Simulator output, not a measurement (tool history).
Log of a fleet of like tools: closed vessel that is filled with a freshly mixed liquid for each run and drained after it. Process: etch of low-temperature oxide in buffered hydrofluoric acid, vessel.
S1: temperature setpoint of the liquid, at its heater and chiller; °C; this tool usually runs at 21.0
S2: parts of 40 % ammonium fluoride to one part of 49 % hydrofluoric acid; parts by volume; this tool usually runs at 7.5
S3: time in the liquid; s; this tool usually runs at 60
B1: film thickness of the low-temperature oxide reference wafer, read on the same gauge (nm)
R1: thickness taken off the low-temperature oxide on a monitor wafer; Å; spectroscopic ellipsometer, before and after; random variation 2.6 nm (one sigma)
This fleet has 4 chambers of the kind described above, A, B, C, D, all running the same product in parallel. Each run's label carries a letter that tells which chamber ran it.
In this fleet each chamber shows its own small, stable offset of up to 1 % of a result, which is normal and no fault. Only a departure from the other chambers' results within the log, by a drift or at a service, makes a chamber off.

Run 1B, hour 14.3: usual settings; B1 109.98. Result: R1 4270.0 Å.
Run 2A, hour 23.2: usual settings; B1 109.99. Result: R1 4241.8 Å.
Run 3C, hour 33.3: usual settings; B1 110.03. Result: R1 4256.6 Å.
Run 4D, hour 44.6: usual settings; B1 110.06. Result: R1 4267.4 Å.
Run 5D, hour 56.3: usual settings; B1 109.96. Result: R1 4294.6 Å.
At hour 67.5: chamber A: thermometer replaced.
Run 6A, hour 71.1: usual settings but S1 24.5 °C, S3 50 s; B1 109.99. Result: R1 4335.5 Å.
Run 7B, hour 79.0: usual settings but S1 24.5 °C, S3 50 s; B1 110.01. Result: R1 4343.1 Å.
Run 8C, hour 91.9: usual settings but S1 24.5 °C, S3 50 s; B1 110.02. Result: R1 4294.7 Å.
Run 9D, hour 104.8: usual settings but S1 24.5 °C, S3 50 s; B1 110.02. Result: R1 4305.9 Å.
Run 10C, hour 119.9: usual settings; B1 109.96. Result: R1 4243.6 Å.
Run 11A, hour 132.9: usual settings; B1 109.98. Result: R1 4266.2 Å.
Run 12B, hour 140.4: usual settings; B1 109.99. Result: R1 4322.0 Å.
Run 13D, hour 150.5: usual settings; B1 110.06. Result: R1 4276.0 Å.
Run 14C, hour 159.3: usual settings; B1 110.01. Result: R1 4265.3 Å.
Run 15B, hour 169.6: usual settings; B1 109.98. Result: R1 4295.7 Å.
Run 16A, hour 183.2: usual settings; B1 110.02. Result: R1 4251.0 Å.
Run 17D, hour 195.5: usual settings but S2 9.5 parts by volume, S3 90 s; B1 110.03. Result: R1 5104.4 Å.
Run 18B, hour 202.7: usual settings but S2 9.5 parts by volume, S3 90 s; B1 110.00. Result: R1 5112.7 Å.
Run 19C, hour 210.9: usual settings but S2 9.5 parts by volume, S3 90 s; B1 109.99. Result: R1 5031.6 Å.
Run 20A, hour 226.7: usual settings but S2 9.5 parts by volume, S3 90 s; B1 110.04. Result: R1 5085.0 Å.
Run 21B, hour 239.8: usual settings; B1 109.96. Result: R1 4261.0 Å.
Run 22A, hour 249.6: usual settings; B1 110.00. Result: R1 4269.6 Å.
Run 23D, hour 262.8: usual settings; B1 110.01. Result: R1 4257.8 Å.
Run 24C, hour 271.2: usual settings; B1 110.02. Result: R1 4103.8 Å.
Run 25A, hour 285.3: usual settings; B1 109.98. Result: R1 4251.3 Å.
Run 26B, hour 294.1: usual settings; B1 109.94. Result: R1 4237.1 Å.
Run 27D, hour 302.4: usual settings but S2 10.5 parts by volume, S3 70 s; B1 110.00. Result: R1 3641.3 Å.
Run 28C, hour 316.1: usual settings but S2 10.5 parts by volume, S3 70 s; B1 110.00. Result: R1 3469.2 Å.
Run 29A, hour 326.8: usual settings but S2 10.5 parts by volume, S3 70 s; B1 110.01. Result: R1 3663.0 Å.
Run 30B, hour 336.7: usual settings but S2 10.5 parts by volume, S3 70 s; B1 110.00. Result: R1 3662.2 Å.
Run 31D, hour 345.2: usual settings; B1 109.99. Result: R1 4286.1 Å.
At hour 346.6: chamber A: hydrofluoric acid flow meter replaced.
Run 32C, hour 354.6: usual settings; B1 110.04. Result: R1 4027.8 Å.
Run 33C, hour 367.3: usual settings; B1 109.97. Result: R1 4039.3 Å.
Run 34D, hour 377.2: usual settings; B1 109.96. Result: R1 4261.1 Å.
Run 35A, hour 388.9: usual settings; B1 110.00. Result: R1 4273.6 Å.
Run 36B, hour 402.5: usual settings; B1 109.99. Result: R1 4328.1 Å.
Run 37C, hour 411.7: usual settings; B1 110.04. Result: R1 3941.2 Å.
Run 38A, hour 421.7: usual settings but S2 9.0 parts by volume, S3 85 s; B1 110.02. Result: R1 4931.1 Å.
Run 39D, hour 437.4: usual settings but S2 9.0 parts by volume, S3 85 s; B1 109.98. Result: R1 4964.1 Å.
Run 40B, hour 449.1: usual settings but S2 9.0 parts by volume, S3 85 s; B1 110.03. Result: R1 5003.4 Å.

Has any chamber moved away from the others, gradually or after a service, or does the common gauge drift, or do the chambers differ only by their own small steady offsets? State the chamber and the most likely cause if one applies.

One chamber, C, drifts off from the rest bit by bit.
What lies behind it: liquid colder than its thermometer reads (K) = 1.54.
The log might look much the same if the cause were instead: hydrofluoric acid flow below the setpoint (%).

Chamber C could run next with any of the 4 candidate recipes listed below; each alters the usual settings, and their results appear as question marks. Which one brings its results back in line with what the other chambers deliver on the usual settings?
In line means no further than this from the other chambers' mean on the usual settings: R1 91.0 Å
Run 41C-1, hour 460.7: usual settings but S1 22.0 °C, S2 6.5 parts by volume. Result: R1 ?.
Run 41C-2, hour 460.7: usual settings but S1 22.5 °C. Result: R1 ?.
Run 41C-3, hour 460.7: usual settings but S3 55 s. Result: R1 ?.
Run 41C-4, hour 460.7: usual settings but S1 20.5 °C, S2 8.0 parts by volume, S3 55 s. Result: R1 ?.

Other chambers, usual settings, mean: R1 4270.2 Å
  run      R1
41C-1  4732.8
41C-2  4224.6
41C-3  3567.3
41C-4  3230.9
Change 41C-2 lands the chamber within the allowed miss of the other chambers.

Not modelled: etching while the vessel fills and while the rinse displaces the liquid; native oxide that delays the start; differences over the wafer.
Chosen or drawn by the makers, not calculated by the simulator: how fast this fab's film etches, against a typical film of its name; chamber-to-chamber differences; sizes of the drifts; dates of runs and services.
